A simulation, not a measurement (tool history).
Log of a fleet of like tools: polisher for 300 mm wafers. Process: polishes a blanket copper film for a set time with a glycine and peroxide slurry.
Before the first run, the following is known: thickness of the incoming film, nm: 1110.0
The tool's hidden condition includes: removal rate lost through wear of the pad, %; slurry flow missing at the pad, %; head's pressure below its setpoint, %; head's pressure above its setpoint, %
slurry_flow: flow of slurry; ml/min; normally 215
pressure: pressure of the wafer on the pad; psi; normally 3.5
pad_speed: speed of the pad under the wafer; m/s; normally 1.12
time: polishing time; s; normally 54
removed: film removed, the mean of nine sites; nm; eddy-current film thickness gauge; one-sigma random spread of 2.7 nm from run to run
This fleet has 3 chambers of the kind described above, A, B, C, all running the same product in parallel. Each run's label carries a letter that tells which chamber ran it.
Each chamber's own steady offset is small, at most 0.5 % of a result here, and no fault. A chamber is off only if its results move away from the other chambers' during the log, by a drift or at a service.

run   hour  slurry_flow  pressure  pad_speed  time  wafers polished on this pad  hours since the slurry nozzle was cleaned  hours since the head pressure was calibrated  removed
       5.7  -- chamber A: worn pad replaced by a new one
 1B    8.6          215       3.5       1.12    54                          870                                      233.1                                         210.4    431.9
 2C   16.5          215       3.5       1.12    54                          782                                      275.1                                         112.3   429.62
      24.5  -- chamber C: slurry nozzle cleaned
 3A     26          215       3.5       1.12    54                          278                                      121.4                                         316.4   432.08
      33.2  -- chamber B: worn pad replaced by a new one
 4A   35.3          215       3.5       1.12    54                          405                                      130.7                                         325.7   431.03
 5C     42          215       3.5       1.12    54                         1130                                       17.6                                         137.8   431.26
 6B   51.5          215       3.5       1.12    54                          250                                        276                                         253.3    432.8
      52.1  -- chamber C: worn pad replaced by a new one
 7C   59.3          215       3.5       1.12    54                           99                                       34.9                                         155.1   427.88
      64.2  -- chamber A: worn pad replaced by a new one
 8A   67.5          270       3.5        1.3    54                           46                                      162.9                                         357.9   499.69
 9B   72.7          270       3.5        1.3    54                          539                                      297.2                                         274.5   496.67
10C   82.5          270       3.5        1.3    54                          415                                       58.1                                         178.3   497.57
11B   89.3          215       3.5       1.12    54                          766                                      313.8                                         291.1      429
12A   96.8          215       3.5       1.12    54                          445                                      192.2                                         387.2   432.71
13C  103.8          215       3.5       1.12    54                          706                                       79.4                                         199.6   435.47
14A  113.5          215       3.5       1.12    54                          673                                      208.9                                         403.9   436.62
     119.3  -- chamber A: worn pad replaced by a new one
15B  121.2          215       4.4        0.8    54                         1201                                      345.7                                           323   389.99
16A  127.4          215       4.4        0.8    54                          111                                      222.8                                         417.8   391.37
     127.6  -- chamber B: worn pad replaced by a new one
17B  137.4          215       4.4        0.8    54                          134                                      361.9                                         339.2   388.62
18C  141.9          215       3.5       1.12    54                         1226                                      117.5                                         237.7   434.57
19A  146.7          215       3.5       1.12    54                          375                                      242.1                                         437.1   431.33
       151  -- chamber C: worn pad replaced by a new one
20C  155.5          215       2.6       1.12    54                           62                                      131.1                                         251.3   333.51
21B  159.8          215       2.6       1.12    54                          440                                      384.3                                         361.6   329.83
22C  169.8          215       2.6       1.12    54                          257                                      145.4                                         265.6   330.86
     174.8  -- chamber A: worn pad replaced by a new one
23A  177.3          215       3.5       1.12    54                           34                                      272.7                                         467.7   431.33
24B  183.7          215       3.5       1.12    54                          766                                      408.2                                         385.5   420.71
25A  189.6          215       3.5       1.12    54                          201                                        285                                           480   435.18
26B  199.1          215       3.5       1.12    54                          976                                      423.6                                         400.9   423.38
27C  204.6          215       3.5       1.12    54                          732                                      180.2                                         300.4   429.17
28B  211.9          215       3.5       1.12    54                         1151                                      436.4                                         413.7   414.85
29C    222          215       3.5       1.12    54                          969                                      197.6                                         317.8    433.3
30A  231.7          215       3.5       1.12    54                          776                                      327.1                                         522.1    427.5
     234.7  -- chamber A: head pressure recalibrated
31B  236.5          215       3.5       1.12    54                         1486                                        461                                         438.3   421.26
     237.3  -- chamber A: worn pad replaced by a new one
     237.6  -- chamber B: worn pad replaced by a new one
32A  244.5          215       3.5       1.12    54                           99                                      339.9                                           9.9    433.3
33C    249          215       3.5       1.12    54                         1338                                      224.6                                         344.8   433.73
34C  254.2          215       3.5       1.12    54                         1408                                      229.8                                           350   426.06
35B  263.4          215       3.5       1.12    54                          352                                      487.9                                         465.2    412.6
36A  273.3          215       3.5       1.12    54                          492                                      368.7                                          38.7   434.18
37B  281.1          215       3.5       1.12    54                          593                                      505.6                                         482.9   414.16

The same settings go to every chamber for the next run, one line per chamber below. Forecast the results for each:
38A  288.3          215       3.5       1.12    54                                                                                                                              ?
38B  288.3          215       3.5       1.12    54                                                                                                                              ?
38C  288.3          215       3.5       1.12    54                                                                                                                              ?

run  removed
38A   429.02
38B   412.28
38C   427.94

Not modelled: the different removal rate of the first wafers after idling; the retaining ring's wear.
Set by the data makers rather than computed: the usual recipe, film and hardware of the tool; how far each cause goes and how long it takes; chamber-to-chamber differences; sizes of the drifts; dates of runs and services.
